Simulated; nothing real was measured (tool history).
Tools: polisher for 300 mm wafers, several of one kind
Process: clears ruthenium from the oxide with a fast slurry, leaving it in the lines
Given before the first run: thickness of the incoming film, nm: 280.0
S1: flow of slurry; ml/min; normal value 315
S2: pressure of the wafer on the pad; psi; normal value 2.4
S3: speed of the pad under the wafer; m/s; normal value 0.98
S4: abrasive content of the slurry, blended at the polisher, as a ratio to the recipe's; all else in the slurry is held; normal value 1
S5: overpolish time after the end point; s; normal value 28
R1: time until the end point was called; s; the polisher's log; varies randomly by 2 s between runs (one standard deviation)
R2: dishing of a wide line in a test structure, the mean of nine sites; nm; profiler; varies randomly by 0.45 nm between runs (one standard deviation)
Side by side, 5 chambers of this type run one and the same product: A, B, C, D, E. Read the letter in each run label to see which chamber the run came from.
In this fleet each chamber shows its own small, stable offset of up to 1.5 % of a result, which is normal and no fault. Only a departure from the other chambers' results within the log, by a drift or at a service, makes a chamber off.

run	hour	S1	S2	S3	S4	S5	R1	R2
# hour 1.4: chamber C: worn pad replaced by a new one
1B	4.2	315	2.4	0.98	1	28	95.979	29.601
2E	8.4	315	2.4	0.98	1	28	98.934	29.693
3A	11.4	315	2.4	0.98	1	28	101.77	29.69
4D	14.9	315	2.4	0.98	1	28	101.26	29.19
5C	17.8	380	2.4	0.98	1.3	28	84.392	30.437
6A	20	380	2.4	0.98	1.3	28	90.897	30.957
7E	22.6	380	2.4	0.98	1.3	28	90.106	30.146
8C	25.3	380	2.4	0.98	1.3	28	83.536	30.721
# hour 27.1: chamber B: worn pad replaced by a new one
9B	29.3	380	2.4	0.98	1.3	28	84.143	30.762
10D	31.7	315	2.4	0.98	1	28	100.32	29.783
11A	35.9	315	2.4	0.98	1	28	100.31	28.768
12C	38.9	315	2.4	0.98	1	28	96.823	28.889
13B	42.4	315	2.4	0.98	1	28	96.109	29.915
# hour 42.8: chamber A: slurry nozzle cleaned
# hour 43.7: chamber A: worn pad replaced by a new one
14D	46.1	315	2.4	0.98	1	28	102.51	29.802
15E	49.7	315	2.4	0.98	1	28	99.532	29.123
16D	52.3	315	2.4	0.98	1	28	101.86	29.603
17E	55.2	315	2.4	0.98	1.1	28	96.985	29.04
18C	57.4	315	2.4	0.98	1.1	28	97.113	29.406
# hour 59.1: chamber A: slurry blender recalibrated
19A	60.8	315	2.4	0.98	1.1	28	93.278	30.027
20B	65.1	315	2.4	0.98	1.1	28	91.047	29.754
21B	68.3	315	2.4	0.98	1.1	28	93.384	29.393
22A	72.3	315	1.8	1.18	1	28	111.13	27.926
# hour 75.5: chamber E: slurry blender recalibrated
23E	76.6	315	1.8	1.18	1	28	117.74	27.54
24C	79.4	315	1.8	1.18	1	28	109	27.703
25D	83.7	315	1.8	1.18	1	28	114.77	28.768
26B	86.7	315	1.8	1.18	1	28	105.2	28.402
27A	90.1	315	2.4	0.98	1	28	100.89	29.759
28C	92.7	315	2.4	0.98	1	28	99.812	30.143
29E	97.1	315	2.4	0.98	1	28	110.17	28.393
30D	99.2	315	2.4	0.98	1	28	101.75	29.903

The same settings go to every chamber for the next run, one line per chamber below. Forecast the results for each:
31A	102.4	315	2.4	0.98	1	28	?	?
31B	102.4	315	2.4	0.98	1	28	?	?
31C	102.4	315	2.4	0.98	1	28	?	?
31D	102.4	315	2.4	0.98	1	28	?	?
31E	102.4	315	2.4	0.98	1	28	?	?

run	R1	R2
31A	100.69	29.44
31B	100.68	29.844
31C	99.037	28.959
31D	101.52	29.217
31E	114.56	28.191
